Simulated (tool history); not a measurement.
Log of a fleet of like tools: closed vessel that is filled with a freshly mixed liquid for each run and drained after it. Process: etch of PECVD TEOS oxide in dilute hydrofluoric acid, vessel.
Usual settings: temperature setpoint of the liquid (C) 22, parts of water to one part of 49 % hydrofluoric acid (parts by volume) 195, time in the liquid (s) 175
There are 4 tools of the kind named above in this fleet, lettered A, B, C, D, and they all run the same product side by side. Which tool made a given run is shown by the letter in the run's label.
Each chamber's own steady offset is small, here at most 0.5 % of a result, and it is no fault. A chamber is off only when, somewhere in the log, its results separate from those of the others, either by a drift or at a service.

run,hour,temperature setpoint of the liquid (C),parts of water to one part of 49 % hydrofluoric acid (parts by volume),time in the liquid (s),hours since the thermometer was replaced,hours since the hydrofluoric acid flow meter was replaced,"read-back film thickness of the PECVD TEOS oxide reference wafer, read on the same gauge (nm)",thickness taken off the PECVD TEOS oxide on a monitor wafer (Å)
1B,2.7,22,195,175,183.5,1405,69.968,96.12
2D,6.8,22,195,175,1798.4,725.9,69.972,97.79
3A,11,22,195,175,794,1138,70.002,97.627
4C,12.9,22,195,175,1287.6,516.1,70.012,97.252
5C,15.7,22,195,175,1290.4,518.9,69.979,97.253
6D,19,22,195,175,1810.6,738.1,69.974,95.699
7A,22.8,22,195,175,805.8,1149.8,70.015,97.736
8B,26.9,22,195,175,207.7,1429.2,70.018,95.614
9B,31.1,22,195,175,211.9,1433.4,69.999,97.012
10C,35.3,22,195,175,1310,538.5,69.974,96.43
11D,39.2,26.5,195,85,1830.8,758.3,69.982,55.776
12A,41.8,26.5,195,85,824.8,1168.8,70.008,54.619
13D,46,26.5,195,85,1837.6,765.1,69.983,55.128
14C,48.4,26.5,195,85,1323.1,551.6,70.007,56.33
15B,52.2,22,195,175,233,1454.5,70.036,98.023
16A,54.9,22,195,175,837.9,1181.9,70.007,96.883
17B,58,22,195,140,238.8,1460.3,69.993,77.609
18D,60.8,22,195,140,1852.4,779.9,70,77.418
19A,63.8,22,195,140,846.8,1190.8,70.009,76.531
20C,65.8,22,195,140,1340.5,569,70.004,78.586
21B,70,22,195,175,250.8,1472.3,70.014,95.798
22A,73.6,18.5,195,245,856.6,1200.6,70.043,117.29
23C,77.8,18.5,195,245,1352.5,581,70,119.5
24D,81.5,18.5,195,245,1873.1,800.6,69.971,119.5
25A,84,18.5,195,245,867,1211,69.955,117.85
26B,85.9,22,195,175,266.7,1488.2,70.012,95.496
27C,89.2,22,195,175,1363.9,592.4,69.989,95.849
28D,91.6,22,195,175,1883.2,810.7,69.99,97.062
29B,93.8,22,195,175,274.6,1496.1,70.03,96.646
30C,96.5,22,195,175,1371.2,599.7,70.026,96.068
31A,99.9,22,195,175,882.9,1226.9,69.966,95.346
32D,102.5,22,195,175,1894.1,821.6,70.012,96.713
33B,106.4,22,105,125,287.2,1508.7,70.055,140.96
34C,110.1,22,105,125,1384.8,613.3,70.014,144.27
35D,114,22,105,125,1905.6,833.1,69.993,141.72
36A,117.2,22,105,125,900.2,1244.2,70.014,136.6
37D,120.6,22,195,175,1912.2,839.7,70.059,96.744
38B,122.7,22,195,175,303.5,1525,69.979,96.385
39A,126.3,22,195,175,909.3,1253.3,70.039,94.029
40C,129.6,22,195,175,1404.3,632.8,70,97.765
41D,132,22,195,175,1923.6,851.1,70.016,96.529
42C,135.9,22,195,175,1410.6,639.1,70.009,97.431
43B,138.3,22,195,175,319.1,1540.6,70.036,95.335
44A,142.3,22,195,175,925.3,1269.3,70.004,93.582

Predict what each chamber gives when all 4 of them run the settings below next.
45A,145.3,22,155,175,,,,?
45B,145.3,22,155,175,,,,?
45C,145.3,22,155,175,,,,?
45D,145.3,22,155,175,,,,?

run,thickness taken off the PECVD TEOS oxide on a monitor wafer (Å)
45A,121.27
45B,126.97
45C,128.77
45D,126.4
